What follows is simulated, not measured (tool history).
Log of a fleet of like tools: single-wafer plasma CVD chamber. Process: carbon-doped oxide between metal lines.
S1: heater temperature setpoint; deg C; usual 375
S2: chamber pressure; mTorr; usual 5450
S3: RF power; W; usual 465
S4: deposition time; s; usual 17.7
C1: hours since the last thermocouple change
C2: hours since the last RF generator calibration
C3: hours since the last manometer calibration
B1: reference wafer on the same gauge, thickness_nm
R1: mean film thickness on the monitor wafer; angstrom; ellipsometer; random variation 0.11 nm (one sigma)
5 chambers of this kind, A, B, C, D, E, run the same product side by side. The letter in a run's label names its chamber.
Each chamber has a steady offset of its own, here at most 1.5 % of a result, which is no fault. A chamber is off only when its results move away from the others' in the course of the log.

| run | hour | S1 | S2 | S3 | S4 | C1 | C2 | C3 | B1 | R1 |
|---|---|---|---|---|---|---|---|---|---|---|
| 1B | 10.2 | 375 | 5450 | 465 | 17.7 | 1277 | 1386.3 | 1606.3 | 68.482 | 825.75 |
| 2A | 17.8 | 375 | 5450 | 465 | 17.7 | 1358.2 | 798.5 | 278.7 | 68.475 | 822.05 |
| 3D | 27.1 | 375 | 5450 | 465 | 17.7 | 341.2 | 1421.8 | 938.2 | 68.472 | 819.24 |
| 4E | 36.6 | 375 | 5450 | 465 | 17.7 | 669.6 | 2268.7 | 313.2 | 68.467 | 832.48 |
| 5C | 42.4 | 375 | 5450 | 465 | 17.7 | 349.6 | 1810.1 | 1176.6 | 68.461 | 823.43 |
| 6C | 48.2 | 375 | 5450 | 465 | 17.7 | 355.4 | 1815.9 | 1182.4 | 68.443 | 822.73 |
| 7E | 53.1 | 375 | 5450 | 465 | 17.7 | 686.1 | 2285.2 | 329.7 | 68.464 | 830.54 |
| 8A | 58.8 | 375 | 5450 | 510 | 17.7 | 1399.2 | 839.5 | 319.7 | 68.421 | 872.52 |
| 9B | 67.1 | 375 | 5450 | 510 | 17.7 | 1333.9 | 1443.2 | 1663.2 | 68.44 | 872.42 |
| 10D | 71.8 | 375 | 5450 | 510 | 17.7 | 385.9 | 1466.5 | 982.9 | 68.426 | 869.01 |
| 11C | 78 | 375 | 5450 | 510 | 17.7 | 385.2 | 1845.7 | 1212.2 | 68.434 | 872.68 |
| 12B | 85.9 | 375 | 5450 | 510 | 17.7 | 1352.7 | 1462 | 1682 | 68.4 | 872.52 |
| 13A | 94.3 | 364 | 5450 | 465 | 17.7 | 1434.7 | 875 | 355.2 | 68.406 | 844.43 |
| 14E | 100.7 | 364 | 5450 | 465 | 17.7 | 733.7 | 2332.8 | 377.3 | 68.389 | 853.98 |
| 15D | 106.5 | 364 | 5450 | 465 | 17.7 | 420.6 | 1501.2 | 1017.6 | 68.365 | 837.84 |
| 16B | 113.9 | 364 | 5450 | 465 | 17.7 | 1380.7 | 1490 | 1710 | 68.379 | 845.07 |
| 17E | 120.1 | 364 | 5450 | 465 | 17.7 | 753.1 | 2352.2 | 396.7 | 68.396 | 852.97 |
|  | 121.6 | chamber B: capacitance manometer re-zeroed and calibrated |
|  | 125 | chamber E: RF generator calibrated |
| 18D | 126.2 | 375 | 5450 | 465 | 17.7 | 440.3 | 1520.9 | 1037.3 | 68.376 | 816.11 |
| 19A | 136.4 | 375 | 5450 | 465 | 17.7 | 1476.8 | 917.1 | 397.3 | 68.374 | 822.82 |
| 20C | 142.8 | 375 | 5450 | 465 | 17.7 | 450 | 1910.5 | 1277 | 68.352 | 821.11 |
| 21A | 153.2 | 375 | 5450 | 465 | 17.7 | 1493.6 | 933.9 | 414.1 | 68.315 | 823.18 |
| 22D | 163.8 | 375 | 5450 | 465 | 17.7 | 477.9 | 1558.5 | 1074.9 | 68.35 | 816.77 |
| 23C | 172.5 | 375 | 5450 | 465 | 17.7 | 479.7 | 1940.2 | 1306.7 | 68.321 | 819.98 |
| 24E | 179.1 | 375 | 5450 | 465 | 17.7 | 812.1 | 54.1 | 455.7 | 68.334 | 831.98 |
| 25B | 189.5 | 375 | 5450 | 465 | 17.7 | 1456.3 | 1565.6 | 68 | 68.282 | 823.53 |
| 26B | 197.6 | 375 | 5450 | 465 | 17.7 | 1464.4 | 1573.7 | 76.1 | 68.294 | 821.85 |
| 27D | 207.7 | 375 | 5450 | 465 | 17.7 | 521.8 | 1602.4 | 1118.8 | 68.31 | 818.08 |
| 28C | 216.7 | 375 | 5450 | 465 | 17.7 | 523.9 | 1984.4 | 1350.9 | 68.27 | 819.9 |
| 29A | 226.8 | 375 | 5450 | 465 | 17.7 | 1567.2 | 1007.5 | 487.7 | 68.269 | 820.75 |
| 30E | 237.4 | 375 | 5450 | 465 | 17.7 | 870.4 | 112.4 | 514 | 68.237 | 830.68 |
| 31D | 246.8 | 375 | 5450 | 465 | 17.7 | 560.9 | 1641.5 | 1157.9 | 68.251 | 814.86 |
| 32B | 255.4 | 375 | 5450 | 465 | 17.7 | 1522.2 | 1631.5 | 133.9 | 68.262 | 822.26 |
|  | 258.9 | chamber C: capacitance manometer re-zeroed and calibrated |
| 33A | 264.6 | 375 | 5450 | 465 | 17.7 | 1605 | 1045.3 | 525.5 | 68.234 | 820.85 |
| 34C | 271.2 | 375 | 5450 | 465 | 17.7 | 578.4 | 2038.9 | 12.4 | 68.198 | 820.68 |
| 35E | 280.2 | 375 | 5450 | 420 | 17.7 | 913.2 | 155.2 | 556.8 | 68.207 | 771.82 |
| 36A | 286.8 | 375 | 5450 | 420 | 17.7 | 1627.2 | 1067.5 | 547.7 | 68.202 | 761.9 |
| 37E | 296.4 | 375 | 5450 | 420 | 17.7 | 929.4 | 171.4 | 573 | 68.172 | 772.02 |
| 38C | 301.7 | 375 | 5450 | 420 | 17.7 | 608.9 | 2069.4 | 42.9 | 68.184 | 761.88 |
| 39D | 308.4 | 375 | 5450 | 420 | 17.7 | 622.5 | 1703.1 | 1219.5 | 68.182 | 758.09 |
| 40B | 314.3 | 375 | 5450 | 465 | 17.7 | 1581.1 | 1690.4 | 192.8 | 68.157 | 823.17 |
| 41E | 319.3 | 375 | 5450 | 510 | 19.5 | 952.3 | 194.3 | 595.9 | 68.167 | 966.84 |
| 42D | 328.4 | 375 | 5450 | 510 | 19.5 | 642.5 | 1723.1 | 1239.5 | 68.16 | 949.77 |
| 43B | 335.4 | 375 | 5450 | 510 | 19.5 | 1602.2 | 1711.5 | 213.9 | 68.124 | 959.61 |

What goes on in this fleet: one chamber off, a drifting gauge, or nothing beyond the chambers' own small offsets? Name the chamber and the cause, if any.

The gauge drifts, so all chambers seem to drift together. No chamber is off.
Cause: gauge reads low (%) = 0.523.

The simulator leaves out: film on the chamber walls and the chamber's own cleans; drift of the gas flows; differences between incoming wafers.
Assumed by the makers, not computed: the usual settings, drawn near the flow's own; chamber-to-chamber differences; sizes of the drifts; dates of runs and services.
